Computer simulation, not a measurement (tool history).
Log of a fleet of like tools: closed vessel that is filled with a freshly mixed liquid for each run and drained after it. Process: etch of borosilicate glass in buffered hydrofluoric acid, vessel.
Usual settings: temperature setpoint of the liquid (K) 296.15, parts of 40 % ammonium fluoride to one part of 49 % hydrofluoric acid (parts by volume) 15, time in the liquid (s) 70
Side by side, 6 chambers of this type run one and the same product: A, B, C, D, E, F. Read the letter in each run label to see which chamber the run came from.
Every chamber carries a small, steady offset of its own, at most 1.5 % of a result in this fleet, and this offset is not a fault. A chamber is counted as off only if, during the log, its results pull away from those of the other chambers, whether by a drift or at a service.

run     day  temperature setpoint of the liquid (K)  parts of 40 % ammonium fluoride to one part of 49 % hydrofluoric acid (parts by volume)  time in the liquid (s)  read-back film thickness of the borosilicate glass reference wafer, read on the same gauge (nm)  thickness taken off the borosilicate glass on a monitor wafer (Å)
 1D   0.554                                  296.15                                                                                       15                      70                                                                                           79.986                                                             557.44
 2F   1.112                                  296.15                                                                                       15                      70                                                                                           80.007                                                             562.87
 3E   1.458                                  296.15                                                                                       15                      70                                                                                           80.001                                                             553.94
 4B   1.858                                  296.15                                                                                       15                      70                                                                                           79.986                                                             555.99
 5A   2.338                                  296.15                                                                                       15                      70                                                                                           79.996                                                              559.4
 6C   2.621                                  296.15                                                                                       15                      70                                                                                           79.988                                                             553.45
 7C   3.108                                  296.15                                                                                       15                      70                                                                                           79.993                                                             555.27
 8E   3.362                                  296.15                                                                                       15                      70                                                                                           79.998                                                             563.08
 9A    3.75                                  296.15                                                                                       15                      70                                                                                           79.989                                                             560.33
10F   4.012                                  296.15                                                                                       15                      70                                                                                           79.994                                                             559.18
      4.192  -- chamber F: hydrofluoric acid flow meter replaced
11D   4.496                                  296.15                                                                                       15                      70                                                                                           80.003                                                             550.66
      4.796  -- chamber A: hydrofluoric acid flow meter replaced
12B   5.046                                  296.15                                                                                       15                      70                                                                                            79.99                                                             551.38
13E   5.375                                  296.15                                                                                       15                      70                                                                                           80.023                                                             552.24
14A   5.779                                  296.15                                                                                       15                      70                                                                                           80.008                                                             561.11
15B   6.088                                  296.15                                                                                       15                      70                                                                                           79.992                                                             551.04
16D   6.588                                  296.15                                                                                       15                      70                                                                                           80.006                                                             553.34
17C   6.888                                  296.15                                                                                       15                      70                                                                                           79.998                                                             556.41
18F   7.433                                  296.15                                                                                       15                      70                                                                                           80.014                                                             556.93
19B   7.775                                  296.15                                                                                       15                      70                                                                                           80.015                                                             549.95
20E   8.267                                  296.15                                                                                       15                      70                                                                                           79.995                                                             563.62
21A   8.688                                  296.15                                                                                       15                      70                                                                                           79.995                                                             560.82
22D   9.171                                  292.15                                                                                       15                      40                                                                                           79.992                                                             254.49
23F   9.725                                  292.15                                                                                       15                      40                                                                                           79.998                                                             257.01
      9.854  -- chamber E: hydrofluoric acid flow meter replaced
24C  10.162                                  292.15                                                                                       15                      40                                                                                           80.005                                                             257.16
25A  10.525                                  292.15                                                                                       15                      40                                                                                           80.019                                                             255.15
26C  10.971                                  292.15                                                                                       15                      40                                                                                           80.008                                                             256.26
27E  11.358                                  292.15                                                                                       15                      40                                                                                           80.008                                                             257.03
28D  11.675                                  296.15                                                                                       15                      70                                                                                           79.996                                                             553.82
29F  12.033                                  296.15                                                                                       15                      70                                                                                            80.03                                                             558.97
30B  12.288                                  296.15                                                                                       15                      70                                                                                           79.991                                                             547.82
31C  12.725                                  296.15                                                                                       15                      70                                                                                           79.989                                                             558.51
32B  13.104                                  296.15                                                                                       15                      70                                                                                            79.99                                                             559.06
33E  13.629                                  296.15                                                                                       15                      70                                                                                           80.004                                                             557.23
34F  13.912                                  296.15                                                                                       15                      70                                                                                           79.991                                                             557.84
35D  14.296                                  296.15                                                                                       15                      70                                                                                           79.999                                                             554.33
36A  14.688                                  296.15                                                                                       15                      70                                                                                           79.994                                                              562.2
37B  15.242                                  296.15                                                                                       15                      70                                                                                           80.011                                                             554.31
38E  15.717                                  299.65                                                                                       15                      70                                                                                           80.017                                                                668
39C  16.221                                  299.65                                                                                       15                      70                                                                                           80.001                                                             671.42
40D  16.788                                  299.65                                                                                       15                      70                                                                                           79.996                                                             669.82
41F  17.321                                  299.65                                                                                       15                      70                                                                                           79.994                                                             668.94
42A  17.783                                  299.65                                                                                       15                      70                                                                                           80.011                                                             678.82
43A  18.071                                  299.65                                                                                       15                      70                                                                                           79.985                                                              671.1
44E  18.496                                  296.15                                                                                       15                      70                                                                                           80.009                                                             553.64

Predict what each chamber gives when all 6 of them run the settings below next.
45A  18.9                                  296.15                                                                                       15                      70                                                                                                                                                                   ?
45B  18.9                                  296.15                                                                                       15                      70                                                                                                                                                                   ?
45C  18.9                                  296.15                                                                                       15                      70                                                                                                                                                                   ?
45D  18.9                                  296.15                                                                                       15                      70                                                                                                                                                                   ?
45E  18.9                                  296.15                                                                                       15                      70                                                                                                                                                                   ?
45F  18.9                                  296.15                                                                                       15                      70                                                                                                                                                                   ?

run  thickness taken off the borosilicate glass on a monitor wafer (Å)
45A                                                             560.35
45B                                                             552.82
45C                                                             561.12
45D                                                             555.57
45E                                                             560.56
45F                                                             556.06

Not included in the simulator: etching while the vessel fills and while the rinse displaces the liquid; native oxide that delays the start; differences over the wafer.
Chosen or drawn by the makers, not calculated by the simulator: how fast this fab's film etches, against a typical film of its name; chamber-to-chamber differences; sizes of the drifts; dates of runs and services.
